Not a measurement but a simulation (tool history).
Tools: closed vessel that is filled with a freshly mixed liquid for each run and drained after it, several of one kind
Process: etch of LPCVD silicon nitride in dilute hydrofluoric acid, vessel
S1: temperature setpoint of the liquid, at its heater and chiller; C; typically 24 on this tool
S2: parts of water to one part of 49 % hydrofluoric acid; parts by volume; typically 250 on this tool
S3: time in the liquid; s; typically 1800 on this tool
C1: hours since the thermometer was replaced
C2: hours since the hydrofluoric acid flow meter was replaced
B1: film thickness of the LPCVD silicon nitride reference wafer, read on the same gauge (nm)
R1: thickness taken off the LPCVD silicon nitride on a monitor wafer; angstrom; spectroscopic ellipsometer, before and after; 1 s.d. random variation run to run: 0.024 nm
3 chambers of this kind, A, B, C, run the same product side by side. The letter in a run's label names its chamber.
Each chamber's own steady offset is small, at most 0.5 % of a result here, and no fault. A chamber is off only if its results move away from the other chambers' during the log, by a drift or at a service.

run,hour,S1,S2,S3,C1,C2,B1,R1
1B,5.1,24,250,1800,1147.2,68.9,50.003,37.514
2C,9.2,24,250,1800,308.0,1223.0,49.998,37.471
3A,15.0,24,250,1800,583.5,1308.2,49.978,37.477
4C,19.3,24,250,1800,318.1,1233.1,50.023,37.741
5B,25.7,24,250,1800,1167.8,89.5,50.039,37.765
6A,32.1,24,250,1800,600.6,1325.3,50.000,37.461
7C,37.0,24,250,1800,335.8,1250.8,50.020,38.339
8A,41.5,24,250,1800,610.0,1334.7,49.969,37.295
9B,48.5,24,250,1090,1190.6,112.3,50.009,22.625
10C,55.0,24,250,1090,353.8,1268.8,49.981,23.420
11B,62.3,24,250,1090,1204.4,126.1,50.005,22.717
12A,68.7,24,250,1800,637.2,1361.9,50.019,37.573
13B,76.0,21,250,1800,1218.1,139.8,50.009,30.701
14A,81.2,21,250,1800,649.7,1374.4,49.988,31.197
15C,88.0,21,250,1800,386.8,1301.8,50.015,32.275
16B,94.5,24,250,1800,1236.6,158.3,50.011,37.306
17C,100.7,24,250,1800,399.5,1314.5,50.020,39.569
18A,106.1,24,250,1800,674.6,1399.3,50.013,37.325
19A,111.2,24,250,1800,679.7,1404.4,50.022,37.255
20C,116.4,24,205,2325,415.2,1330.2,50.001,63.159
21B,121.4,24,205,2325,1263.5,185.2,50.006,58.883
22C,127.7,24,205,2325,426.5,1341.5,49.988,63.262

Each of the 3 chambers runs these same settings next. Fill in every chamber's results:
23A,133.1,24,250,1800,,,,?
23B,133.1,24,250,1800,,,,?
23C,133.1,24,250,1800,,,,?

run,R1
23A,37.300
23B,37.228
23C,40.392

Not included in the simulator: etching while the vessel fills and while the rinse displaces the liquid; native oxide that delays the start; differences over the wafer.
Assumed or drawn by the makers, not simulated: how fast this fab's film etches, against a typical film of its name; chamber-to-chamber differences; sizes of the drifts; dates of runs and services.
